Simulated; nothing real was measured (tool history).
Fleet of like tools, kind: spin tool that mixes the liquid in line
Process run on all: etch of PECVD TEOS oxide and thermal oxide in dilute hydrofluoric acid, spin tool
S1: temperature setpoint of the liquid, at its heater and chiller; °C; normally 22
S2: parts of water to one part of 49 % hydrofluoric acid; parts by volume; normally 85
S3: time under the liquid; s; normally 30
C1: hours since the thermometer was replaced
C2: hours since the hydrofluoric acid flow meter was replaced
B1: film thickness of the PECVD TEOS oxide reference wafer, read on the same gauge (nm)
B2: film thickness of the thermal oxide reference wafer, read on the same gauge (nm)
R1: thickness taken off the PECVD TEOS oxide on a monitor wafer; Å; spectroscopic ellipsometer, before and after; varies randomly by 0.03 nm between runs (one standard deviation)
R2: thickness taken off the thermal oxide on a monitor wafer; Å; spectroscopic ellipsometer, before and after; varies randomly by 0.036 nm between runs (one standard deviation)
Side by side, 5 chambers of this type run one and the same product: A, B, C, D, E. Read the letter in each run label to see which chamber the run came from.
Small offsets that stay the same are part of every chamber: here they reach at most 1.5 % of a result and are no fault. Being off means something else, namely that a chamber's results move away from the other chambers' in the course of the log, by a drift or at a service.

run   hour    S1   S2  S3      C1      C2      B1      B2      R1      R2
 1D    6.8    22   85  30  1683.7      13  100.01  149.98  44.143   14.95
      10.6  -- chamber C: thermometer replaced
 2E   14.9    22   85  30    57.4   574.6     100  149.98  44.199  14.959
 3B   22.2    22   85  30  1358.9   108.9  100.01     150   43.85  15.178
 4A   34.8    22   85  30   344.1  2001.8  99.997     150  43.967  15.505
 5C   48.9  17.5   85  30    38.4   348.9  99.993  149.98  36.439  12.442
 6E   58.2  17.5   85  30   100.7   617.9  99.987  150.02  37.218  12.786
 7B   67.2  17.5   85  30  1403.9   153.9  99.995  150.02  36.369   12.54
 8C   80.6  17.5   85  30    70.1   380.6  99.998  149.99   36.74  12.767
 9D     90  17.5   85  30  1766.9    96.2  100.01  149.97  36.524  12.401
10A  103.5    22   85  30   412.8  2070.5  99.985  150.02  44.057  15.723
11D  117.5    25   85  30  1794.4   123.7  100.01     150  50.188  16.799
12E  127.2    25   85  30   169.7   686.9  99.983  150.02  50.058  15.805
13B  139.3    25   85  30    1476     226  99.979  150.01  49.226  16.956
14C  147.5    25   85  30     137   447.5  99.994     150  49.862  16.487
15A  158.7    25   85  30     468  2125.7  100.01     150  49.732  17.656
     171.2  -- chamber C: hydrofluoric acid flow meter replaced
16C  172.1    22   85  30   161.6     0.9  99.994  150.02  44.106  14.712
17A  180.4    22   85  30   489.7  2147.4     100  149.99  43.542  15.795
18E  187.5    24  115  30     230   747.2     100  150.01  34.263  11.451
19D  195.8    24  115  30  1872.7     202  99.998  149.98   34.53  11.587
20B  203.6    24  115  30  1540.3   290.3  99.992  149.99  34.243   11.51
21E  211.5    24  115  30     254   771.2  100.01  149.98  34.273  11.847
22A  223.4    24  115  30   532.7  2190.4  99.991  149.99  33.413  11.837
23B  236.1    22   85  30  1572.8   322.8  99.991  149.98  43.815  15.513
24D  243.1    22   85  30    1920   249.3     100  149.99   43.89  15.079
25C  251.8    22   85  30   241.3    80.6  99.972  150.01  44.335  14.687
26E  261.6    22   85  30   304.1   821.3     100  150.02   44.13  15.093
27D  270.7    22   85  30  1947.6   276.9  100.01  150.01  44.354  14.327
28C  281.7    22   85  30   271.2   110.5  99.992  150.03  44.204  15.559
29B  291.5    22   85  30  1628.2   378.2  100.01  149.98  43.778  15.253
30A  305.6    22   85  30   614.9  2272.6  100.01  149.99  43.633  15.324
31D  318.3    22   85  30  1995.2   324.5  100.01  149.99  44.384  14.814
32C  324.7    22   85  30   314.2   153.5  99.995  150.03  44.199  15.313
33B    337    22   85  30  1673.7   423.7  99.995  149.98  43.546  14.936
34E  349.2    22   85  30   391.7   908.9  99.988  149.99  44.431  15.324
35A  355.6    22   85  30   664.9  2322.6  99.996  150.01  43.643  15.483
36B  367.8    22   85  30  1704.5   454.5  99.985     150  43.827  15.205

Has any chamber moved away from the others, gradually or after a service, or does the common gauge drift, or do the chambers differ only by their own small steady offsets? State the chamber and the most likely cause if one applies.

All chambers stay in line apart from their small fixed offsets, and the gauge does not drift.

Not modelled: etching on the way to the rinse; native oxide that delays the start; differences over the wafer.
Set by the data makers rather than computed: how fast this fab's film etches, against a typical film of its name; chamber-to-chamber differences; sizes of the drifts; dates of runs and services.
